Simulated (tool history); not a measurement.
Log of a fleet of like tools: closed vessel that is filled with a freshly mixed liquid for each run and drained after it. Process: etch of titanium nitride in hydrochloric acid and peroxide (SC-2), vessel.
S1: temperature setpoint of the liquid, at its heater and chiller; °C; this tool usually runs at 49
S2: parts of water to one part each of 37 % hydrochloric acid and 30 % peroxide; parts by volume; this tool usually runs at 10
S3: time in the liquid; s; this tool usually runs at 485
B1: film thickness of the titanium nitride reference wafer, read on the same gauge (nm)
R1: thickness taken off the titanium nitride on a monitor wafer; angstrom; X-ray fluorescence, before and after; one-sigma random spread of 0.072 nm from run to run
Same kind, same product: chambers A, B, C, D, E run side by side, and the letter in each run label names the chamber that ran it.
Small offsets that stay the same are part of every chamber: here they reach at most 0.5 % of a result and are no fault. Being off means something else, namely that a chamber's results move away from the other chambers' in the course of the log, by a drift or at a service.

run	hour	S1	S2	S3	B1	R1
1A	5.0	49	10	485	40.043	94.892
2C	12.5	49	10	485	40.042	96.611
3B	18.9	49	10	485	40.026	94.011
4E	24.3	49	10	485	39.983	95.504
5D	33.0	49	10	485	40.002	94.407
6D	41.7	49	10	485	40.018	93.725
# hour 45.5: chamber C: new drum of peroxide connected
7A	47.5	40	10	485	40.022	51.837
8C	56.7	40	10	485	39.972	51.108
9B	61.3	40	10	485	40.033	49.828
10E	68.8	40	10	485	40.007	52.130
11E	78.1	40	10	485	40.018	52.165
12A	87.3	49	10	485	39.977	95.925
13D	91.9	49	10	485	39.999	94.301
14B	96.4	49	10	485	39.987	94.946
15C	102.8	49	10	485	40.002	96.495
16A	108.7	49	10	485	40.023	95.213
17B	114.6	49	10	485	40.014	93.492
18D	120.6	49	10	485	39.997	95.575
19E	127.6	49	10	485	39.981	92.583
20C	135.9	49	10	485	40.033	95.621
21D	145.0	49	10	485	39.965	95.398
22A	149.5	49	10	485	39.994	95.437
23C	159.0	49	10	485	39.965	96.997
24B	166.2	49	10	485	39.984	93.053
25E	175.1	49	10	485	39.997	92.340
26A	184.2	49	10	485	39.988	95.228
27B	193.2	49	10	485	39.968	94.729
28E	202.7	49	10	485	39.989	90.172
29C	211.2	49	10	485	39.949	94.928
30D	215.9	44	10	485	39.985	67.702
31E	224.2	44	10	485	40.018	64.680
32D	228.7	44	10	485	40.001	67.383
33B	237.0	44	10	485	39.975	67.103
34A	245.1	44	10	485	39.956	67.086
# hour 250.2: chamber C: thermometer replaced
35C	254.4	49	10	485	39.986	95.054
36D	261.7	49	10	485	40.040	96.524
37E	266.7	49	10	485	39.964	89.788

Read the log: is a single chamber off, either drifting away or since a service, is the gauge that measures every chamber drifting, or is nothing wrong beyond small per-chamber offsets? Name any odd chamber and what most likely caused it.

Little by little, chamber E moves away from the other chambers.
What lies behind it: liquid colder than its thermometer reads (K) = 0.972.
Not necessarily distinguishable in this log from: chemicals flow below the setpoint (%); peroxide weaker than its label (%).

Which of the 4 candidates below, each the usual settings with something changed and its results left as question marks, puts chamber E back in line with what the other chambers give on the usual settings?
Maximum distance from the other chambers' mean on the usual settings for a result to count as in line: R1 2.500 angstrom
38E-1	273.6	50.0	9.5	485		?
38E-2	273.6	49.0	11.5	485		?
38E-3	273.6	49.5	10.0	495		?
38E-4	273.6	48.5	10.0	475		?

Usual-settings mean across the other chambers: R1 95.036 angstrom
run	R1
38E-1	99.507
38E-2	79.491
38E-3	94.177
38E-4	84.530
38E-3 brings the chamber back in line.
